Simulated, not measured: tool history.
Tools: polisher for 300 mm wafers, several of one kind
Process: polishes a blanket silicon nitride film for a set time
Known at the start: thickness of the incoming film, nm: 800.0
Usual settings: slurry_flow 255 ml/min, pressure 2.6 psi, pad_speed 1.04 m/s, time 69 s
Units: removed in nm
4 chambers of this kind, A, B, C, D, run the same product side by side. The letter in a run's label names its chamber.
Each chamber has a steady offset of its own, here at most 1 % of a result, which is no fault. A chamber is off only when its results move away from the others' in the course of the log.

| run | hour | slurry_flow | pressure | pad_speed | time | wafers polished on this pad | hours since the slurry nozzle was cleaned | hours since the head pressure was calibrated | removed |
|---|---|---|---|---|---|---|---|---|---|
| 1A | 8.6 | 255 | 2.6 | 1.04 | 69 | 1058 | 153.4 | 799.2 | 87.497 |
| 2B | 13.1 | 255 | 2.6 | 1.04 | 69 | 261 | 517.1 | 298.5 | 87.082 |
| 3D | 18.5 | 255 | 2.6 | 1.04 | 69 | 544 | 482.7 | 78.9 | 85.581 |
| 4C | 23.7 | 255 | 2.6 | 1.04 | 69 | 211 | 338.5 | 121.9 | 88.187 |
|  | 25.4 | chamber A: worn pad replaced by a new one |
|  | 27.3 | chamber A: head pressure recalibrated |
| 5A | 32.2 | 255 | 2.6 | 1.04 | 69 | 60 | 177.0 | 4.9 | 86.318 |
| 6C | 37.9 | 255 | 2.6 | 1.04 | 69 | 336 | 352.7 | 136.1 | 86.759 |
|  | 43.4 | chamber D: worn pad replaced by a new one |
| 7D | 44.2 | 255 | 3.0 | 1.04 | 69 | 7 | 508.4 | 104.6 | 99.579 |
| 8B | 50.4 | 255 | 3.0 | 1.04 | 69 | 588 | 554.4 | 335.8 | 100.660 |
| 9C | 55.3 | 255 | 3.0 | 1.04 | 69 | 489 | 370.1 | 153.5 | 101.240 |
| 10D | 59.6 | 255 | 3.0 | 1.04 | 69 | 142 | 523.8 | 120.0 | 100.010 |
|  | 64.0 | chamber C: slurry nozzle cleaned |
| 11B | 64.7 | 255 | 2.6 | 1.04 | 69 | 714 | 568.7 | 350.1 | 84.166 |
|  | 69.8 | chamber C: worn pad replaced by a new one |
| 12A | 71.1 | 255 | 2.6 | 1.38 | 69 | 402 | 215.9 | 43.8 | 108.210 |
| 13C | 76.3 | 255 | 2.6 | 1.38 | 69 | 57 | 12.4 | 174.5 | 108.760 |
| 14A | 83.5 | 255 | 2.6 | 1.38 | 69 | 511 | 228.3 | 56.2 | 108.800 |
| 15D | 92.3 | 255 | 2.6 | 1.38 | 69 | 430 | 556.5 | 152.7 | 108.180 |
| 16B | 102.1 | 255 | 2.6 | 1.04 | 69 | 1043 | 606.1 | 387.5 | 83.597 |
| 17B | 110.6 | 255 | 2.6 | 1.04 | 69 | 1117 | 614.6 | 396.0 | 84.341 |
|  | 111.0 | chamber D: slurry nozzle cleaned |
| 18C | 116.3 | 255 | 2.6 | 1.04 | 69 | 409 | 52.4 | 214.5 | 87.621 |
|  | 122.9 | chamber D: worn pad replaced by a new one |
| 19A | 122.9 | 255 | 2.6 | 1.04 | 69 | 857 | 267.7 | 95.6 | 86.699 |
|  | 125.0 | chamber C: worn pad replaced by a new one |
| 20D | 132.5 | 255 | 2.6 | 1.04 | 69 | 84 | 21.6 | 192.9 | 86.622 |
| 21C | 136.8 | 255 | 2.6 | 1.04 | 69 | 104 | 72.9 | 235.0 | 87.933 |
| 22D | 141.4 | 255 | 2.6 | 1.04 | 69 | 163 | 30.5 | 201.8 | 86.842 |
| 23A | 147.0 | 255 | 2.6 | 1.04 | 69 | 1069 | 291.8 | 119.7 | 88.748 |
| 24B | 154.7 | 255 | 2.6 | 1.04 | 69 | 1505 | 658.7 | 440.1 | 81.331 |
| 25C | 163.7 | 335 | 2.6 | 0.82 | 69 | 340 | 99.8 | 261.9 | 74.641 |
| 26A | 171.0 | 335 | 2.6 | 0.82 | 69 | 1280 | 315.8 | 143.7 | 74.137 |
| 27B | 180.7 | 335 | 2.6 | 0.82 | 69 | 1733 | 684.7 | 466.1 | 67.904 |
| 28D | 188.0 | 335 | 2.6 | 0.82 | 69 | 572 | 77.1 | 248.4 | 71.405 |
|  | 188.4 | chamber D: worn pad replaced by a new one |
| 29D | 195.6 | 255 | 2.2 | 1.04 | 69 | 64 | 84.7 | 256.0 | 73.680 |

Next, every chamber runs the same settings. What will each give?
| 30A | 202.8 | 255 | 2.6 | 1.04 | 69 |  |  |  | ? |
| 30B | 202.8 | 255 | 2.6 | 1.04 | 69 |  |  |  | ? |
| 30C | 202.8 | 255 | 2.6 | 1.04 | 69 |  |  |  | ? |
| 30D | 202.8 | 255 | 2.6 | 1.04 | 69 |  |  |  | ? |

| run | removed |
|---|---|
| 30A | 86.610 |
| 30B | 78.237 |
| 30C | 86.877 |
| 30D | 85.888 |
